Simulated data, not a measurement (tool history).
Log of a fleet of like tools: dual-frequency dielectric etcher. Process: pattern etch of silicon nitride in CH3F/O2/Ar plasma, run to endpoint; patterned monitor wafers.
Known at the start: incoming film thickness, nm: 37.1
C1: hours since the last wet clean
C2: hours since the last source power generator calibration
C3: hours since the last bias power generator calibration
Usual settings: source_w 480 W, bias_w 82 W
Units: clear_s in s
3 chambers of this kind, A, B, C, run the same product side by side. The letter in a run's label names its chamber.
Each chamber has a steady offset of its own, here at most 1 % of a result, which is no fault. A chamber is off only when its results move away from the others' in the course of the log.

run 1A hour=11.8 | source_w=480 bias_w=82 | C1=257.6 C2=3791.4 C3=718.6 | clear_s=48.248
run 2C hour=22.7 | source_w=480 bias_w=82 | C1=376.7 C2=472.9 C3=2813.3 | clear_s=47.506
run 3B hour=36.7 | source_w=480 bias_w=82 | C1=644.5 C2=918.8 C3=1541.2 | clear_s=48.323
run 4A hour=50.9 | source_w=480 bias_w=82 | C1=296.7 C2=3830.5 C3=757.7 | clear_s=48.000
run 5B hour=59.8 | source_w=480 bias_w=82 | C1=667.6 C2=941.9 C3=1564.3 | clear_s=47.982
run 6C hour=66.0 | source_w=580 bias_w=82 | C1=420.0 C2=516.2 C3=2856.6 | clear_s=44.123
run 7B hour=77.8 | source_w=580 bias_w=82 | C1=685.6 C2=959.9 C3=1582.3 | clear_s=44.980
-- hour=82.5 chamber B: wet clean of the chamber
run 8A hour=90.7 | source_w=580 bias_w=82 | C1=336.5 C2=3870.3 C3=797.5 | clear_s=44.767
-- hour=92.5 chamber A: wet clean of the chamber
run 9C hour=97.9 | source_w=480 bias_w=82 | C1=451.9 C2=548.1 C3=2888.5 | clear_s=47.443
run 10C hour=105.7 | source_w=570 bias_w=82 | C1=459.7 C2=555.9 C3=2896.3 | clear_s=44.597
run 11B hour=117.9 | source_w=570 bias_w=82 | C1=35.5 C2=1000.0 C3=1622.4 | clear_s=43.610
run 12A hour=124.2 | source_w=570 bias_w=82 | C1=31.8 C2=3903.8 C3=831.0 | clear_s=44.738
run 13A hour=132.6 | source_w=480 bias_w=82 | C1=40.2 C2=3912.2 C3=839.4 | clear_s=48.187
run 14B hour=140.9 | source_w=480 bias_w=82 | C1=58.5 C2=1023.0 C3=1645.4 | clear_s=46.889
run 15C hour=152.6 | source_w=520 bias_w=82 | C1=506.6 C2=602.8 C3=2943.2 | clear_s=46.235
run 16B hour=162.5 | source_w=520 bias_w=82 | C1=80.1 C2=1044.6 C3=1667.0 | clear_s=45.789
run 17C hour=174.8 | source_w=520 bias_w=82 | C1=528.8 C2=625.0 C3=2965.4 | clear_s=46.150
run 18A hour=184.7 | source_w=480 bias_w=82 | C1=92.3 C2=3964.3 C3=891.5 | clear_s=48.113
run 19A hour=196.4 | source_w=480 bias_w=82 | C1=104.0 C2=3976.0 C3=903.2 | clear_s=47.723
run 20B hour=204.5 | source_w=480 bias_w=82 | C1=122.1 C2=1086.6 C3=1709.0 | clear_s=46.611
run 21C hour=212.7 | source_w=480 bias_w=82 | C1=566.7 C2=662.9 C3=3003.3 | clear_s=47.549
-- hour=218.4 chamber C: wet clean of the chamber
run 22C hour=224.3 | source_w=480 bias_w=82 | C1=5.9 C2=674.5 C3=3014.9 | clear_s=47.283
run 23B hour=234.3 | source_w=480 bias_w=82 | C1=151.9 C2=1116.4 C3=1738.8 | clear_s=46.701
run 24A hour=242.9 | source_w=480 bias_w=82 | C1=150.5 C2=4022.5 C3=949.7 | clear_s=47.916

All 3 chambers run these settings next. Forecast each chamber's results:
run 25A hour=253.2 | source_w=480 bias_w=72 | clear_s=?
run 25B hour=253.2 | source_w=480 bias_w=72 | clear_s=?
run 25C hour=253.2 | source_w=480 bias_w=72 | clear_s=?

run=25A clear_s=50.084
run=25B clear_s=49.007
run=25C clear_s=49.968
